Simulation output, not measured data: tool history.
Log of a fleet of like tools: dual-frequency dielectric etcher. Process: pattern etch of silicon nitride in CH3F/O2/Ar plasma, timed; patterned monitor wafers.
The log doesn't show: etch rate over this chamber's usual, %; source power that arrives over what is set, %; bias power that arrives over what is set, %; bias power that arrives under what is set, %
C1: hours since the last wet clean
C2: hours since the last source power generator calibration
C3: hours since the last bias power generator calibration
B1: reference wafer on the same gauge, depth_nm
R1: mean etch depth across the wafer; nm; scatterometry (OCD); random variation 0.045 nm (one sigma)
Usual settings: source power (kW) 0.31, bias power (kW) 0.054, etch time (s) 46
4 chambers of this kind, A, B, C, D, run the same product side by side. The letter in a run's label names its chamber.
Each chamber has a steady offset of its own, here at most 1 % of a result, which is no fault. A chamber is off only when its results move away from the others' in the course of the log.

{"run": "1A", "hour": 6.9, "source power (kW)": 0.31, "bias power (kW)": 0.054, "etch time (s)": 46, "C1": 106.8, "C2": 3219.4, "C3": 3507.3, "B1": 31.604, "R1": 26.541}
{"run": "2C", "hour": 15.0, "source power (kW)": 0.31, "bias power (kW)": 0.054, "etch time (s)": 46, "C1": 291.9, "C2": 3448.6, "C3": 2387.7, "B1": 31.605, "R1": 26.456}
{"run": "3B", "hour": 21.1, "source power (kW)": 0.31, "bias power (kW)": 0.054, "etch time (s)": 46, "C1": 338.6, "C2": 321.9, "C3": 935.6, "B1": 31.611, "R1": 26.674}
{"run": "4D", "hour": 26.9, "source power (kW)": 0.31, "bias power (kW)": 0.054, "etch time (s)": 46, "C1": 69.7, "C2": 3722.4, "C3": 340.2, "B1": 31.63, "R1": 26.328}
{"run": "5A", "hour": 37.3, "source power (kW)": 0.31, "bias power (kW)": 0.054, "etch time (s)": 46, "C1": 137.2, "C2": 3249.8, "C3": 3537.7, "B1": 31.635, "R1": 26.652}
{"run": "6C", "hour": 42.1, "source power (kW)": 0.31, "bias power (kW)": 0.054, "etch time (s)": 46, "C1": 319, "C2": 3475.7, "C3": 2414.8, "B1": 31.631, "R1": 26.442}
{"run": "7D", "hour": 49.7, "source power (kW)": 0.31, "bias power (kW)": 0.054, "etch time (s)": 46, "C1": 92.5, "C2": 3745.2, "C3": 363, "B1": 31.649, "R1": 26.337}
{"run": "8B", "hour": 57.4, "source power (kW)": 0.31, "bias power (kW)": 0.054, "etch time (s)": 46, "C1": 374.9, "C2": 358.2, "C3": 971.9, "B1": 31.65, "R1": 26.685}
{"run": "9D", "hour": 62.0, "source power (kW)": 0.31, "bias power (kW)": 0.054, "etch time (s)": 46, "C1": 104.8, "C2": 3757.5, "C3": 375.3, "B1": 31.643, "R1": 26.386}
{"run": "10C", "hour": 69.2, "source power (kW)": 0.31, "bias power (kW)": 0.054, "etch time (s)": 46, "C1": 346.1, "C2": 3502.8, "C3": 2441.9, "B1": 31.652, "R1": 26.475}
{"run": "11A", "hour": 74.4, "source power (kW)": 0.39, "bias power (kW)": 0.042, "etch time (s)": 46, "C1": 174.3, "C2": 3286.9, "C3": 3574.8, "B1": 31.65, "R1": 26.987}
{"run": "12B", "hour": 84.4, "source power (kW)": 0.39, "bias power (kW)": 0.042, "etch time (s)": 46, "C1": 401.9, "C2": 385.2, "C3": 998.9, "B1": 31.659, "R1": 27.012}
{"run": "13D", "hour": 93.4, "source power (kW)": 0.39, "bias power (kW)": 0.042, "etch time (s)": 46, "C1": 136.2, "C2": 3788.9, "C3": 406.7, "B1": 31.662, "R1": 26.701}
{"run": "14C", "hour": 103.7, "source power (kW)": 0.39, "bias power (kW)": 0.042, "etch time (s)": 46, "C1": 380.6, "C2": 3537.3, "C3": 2476.4, "B1": 31.687, "R1": 26.806}
{"run": "15B", "hour": 111.7, "source power (kW)": 0.31, "bias power (kW)": 0.054, "etch time (s)": 46, "C1": 429.2, "C2": 412.5, "C3": 1026.2, "B1": 31.706, "R1": 26.761}
{"run": "16A", "hour": 120.4, "source power (kW)": 0.31, "bias power (kW)": 0.054, "etch time (s)": 46, "C1": 220.3, "C2": 3332.9, "C3": 3620.8, "B1": 31.686, "R1": 26.64}
{"run": "17D", "hour": 128.1, "source power (kW)": 0.31, "bias power (kW)": 0.054, "etch time (s)": 46, "C1": 170.9, "C2": 3823.6, "C3": 441.4, "B1": 31.702, "R1": 26.489}
{"run": "18A", "hour": 137.4, "source power (kW)": 0.31, "bias power (kW)": 0.054, "etch time (s)": 46, "C1": 237.3, "C2": 3349.9, "C3": 3637.8, "B1": 31.7, "R1": 26.829}
{"run": "19B", "hour": 143.9, "source power (kW)": 0.31, "bias power (kW)": 0.054, "etch time (s)": 58.5, "C1": 461.4, "C2": 444.7, "C3": 1058.4, "B1": 31.705, "R1": 34.074}
{"hour": 146.0, "done": "chamber A: source power generator calibrated"}
{"run": "20C", "hour": 149.1, "source power (kW)": 0.31, "bias power (kW)": 0.054, "etch time (s)": 58.5, "C1": 426, "C2": 3582.7, "C3": 2521.8, "B1": 31.73, "R1": 33.677}
{"hour": 152.2, "done": "chamber C: wet clean of the chamber"}
{"run": "21A", "hour": 155.2, "source power (kW)": 0.31, "bias power (kW)": 0.054, "etch time (s)": 58.5, "C1": 255.1, "C2": 9.2, "C3": 3655.6, "B1": 31.717, "R1": 34.006}
{"run": "22B", "hour": 160.2, "source power (kW)": 0.31, "bias power (kW)": 0.054, "etch time (s)": 58.5, "C1": 477.7, "C2": 461, "C3": 1074.7, "B1": 31.727, "R1": 34.127}
{"run": "23D", "hour": 168.5, "source power (kW)": 0.31, "bias power (kW)": 0.054, "etch time (s)": 46, "C1": 211.3, "C2": 3864, "C3": 481.8, "B1": 31.729, "R1": 26.497}
{"hour": 169.1, "done": "chamber A: bias power generator calibrated"}
{"hour": 169.6, "done": "chamber C: source power generator calibrated"}
{"run": "24C", "hour": 173.2, "source power (kW)": 0.31, "bias power (kW)": 0.054, "etch time (s)": 46, "C1": 21.1, "C2": 3.7, "C3": 2545.9, "B1": 31.744, "R1": 26.517}
{"run": "25A", "hour": 182.4, "source power (kW)": 0.31, "bias power (kW)": 0.054, "etch time (s)": 46, "C1": 282.3, "C2": 36.4, "C3": 13.4, "B1": 31.737, "R1": 26.83}
{"run": "26B", "hour": 188.1, "source power (kW)": 0.31, "bias power (kW)": 0.054, "etch time (s)": 46, "C1": 505.6, "C2": 488.9, "C3": 1102.6, "B1": 31.747, "R1": 26.842}
{"run": "27C", "hour": 194.0, "source power (kW)": 0.31, "bias power (kW)": 0.054, "etch time (s)": 46, "C1": 41.9, "C2": 24.5, "C3": 2566.7, "B1": 31.763, "R1": 26.464}
{"run": "28D", "hour": 201.5, "source power (kW)": 0.31, "bias power (kW)": 0.054, "etch time (s)": 46, "C1": 244.3, "C2": 3897, "C3": 514.8, "B1": 31.763, "R1": 26.496}
{"run": "29B", "hour": 208.7, "source power (kW)": 0.31, "bias power (kW)": 0.054, "etch time (s)": 46, "C1": 526.2, "C2": 509.5, "C3": 1123.2, "B1": 31.752, "R1": 26.852}
{"run": "30D", "hour": 213.6, "source power (kW)": 0.31, "bias power (kW)": 0.054, "etch time (s)": 46, "C1": 256.4, "C2": 3909.1, "C3": 526.9, "B1": 31.781, "R1": 26.498}
{"run": "31C", "hour": 224.0, "source power (kW)": 0.31, "bias power (kW)": 0.054, "etch time (s)": 46, "C1": 71.9, "C2": 54.5, "C3": 2596.7, "B1": 31.775, "R1": 26.637}
{"run": "32A", "hour": 228.9, "source power (kW)": 0.31, "bias power (kW)": 0.054, "etch time (s)": 46, "C1": 328.8, "C2": 82.9, "C3": 59.9, "B1": 31.766, "R1": 26.837}
{"run": "33C", "hour": 234.3, "source power (kW)": 0.31, "bias power (kW)": 0.054, "etch time (s)": 46, "C1": 82.2, "C2": 64.8, "C3": 2607, "B1": 31.798, "R1": 26.55}
{"run": "34A", "hour": 240.1, "source power (kW)": 0.31, "bias power (kW)": 0.054, "etch time (s)": 46, "C1": 340, "C2": 94.1, "C3": 71.1, "B1": 31.773, "R1": 26.747}
{"run": "35B", "hour": 246.5, "source power (kW)": 0.31, "bias power (kW)": 0.054, "etch time (s)": 46, "C1": 564, "C2": 547.3, "C3": 1161, "B1": 31.769, "R1": 26.774}
{"run": "36D", "hour": 253.5, "source power (kW)": 0.28, "bias power (kW)": 0.064, "etch time (s)": 46, "C1": 296.3, "C2": 3949, "C3": 566.8, "B1": 31.785, "R1": 27.082}
{"run": "37D", "hour": 261.4, "source power (kW)": 0.28, "bias power (kW)": 0.064, "etch time (s)": 46, "C1": 304.2, "C2": 3956.9, "C3": 574.7, "B1": 31.804, "R1": 27.066}
{"run": "38A", "hour": 270.8, "source power (kW)": 0.28, "bias power (kW)": 0.064, "etch time (s)": 46, "C1": 370.7, "C2": 124.8, "C3": 101.8, "B1": 31.812, "R1": 27.327}
{"run": "39C", "hour": 275.9, "source power (kW)": 0.28, "bias power (kW)": 0.064, "etch time (s)": 46, "C1": 123.8, "C2": 106.4, "C3": 2648.6, "B1": 31.83, "R1": 27.128}

Next, every chamber runs the same settings. What will each give?
{"run": "40A", "hour": 283.3, "source power (kW)": 0.31, "bias power (kW)": 0.054, "etch time (s)": 46, "R1": "?"}
{"run": "40B", "hour": 283.3, "source power (kW)": 0.31, "bias power (kW)": 0.054, "etch time (s)": 46, "R1": "?"}
{"run": "40C", "hour": 283.3, "source power (kW)": 0.31, "bias power (kW)": 0.054, "etch time (s)": 46, "R1": "?"}
{"run": "40D", "hour": 283.3, "source power (kW)": 0.31, "bias power (kW)": 0.054, "etch time (s)": 46, "R1": "?"}

run=40A R1=26.754
run=40B R1=26.958
run=40C R1=26.713
run=40D R1=26.524
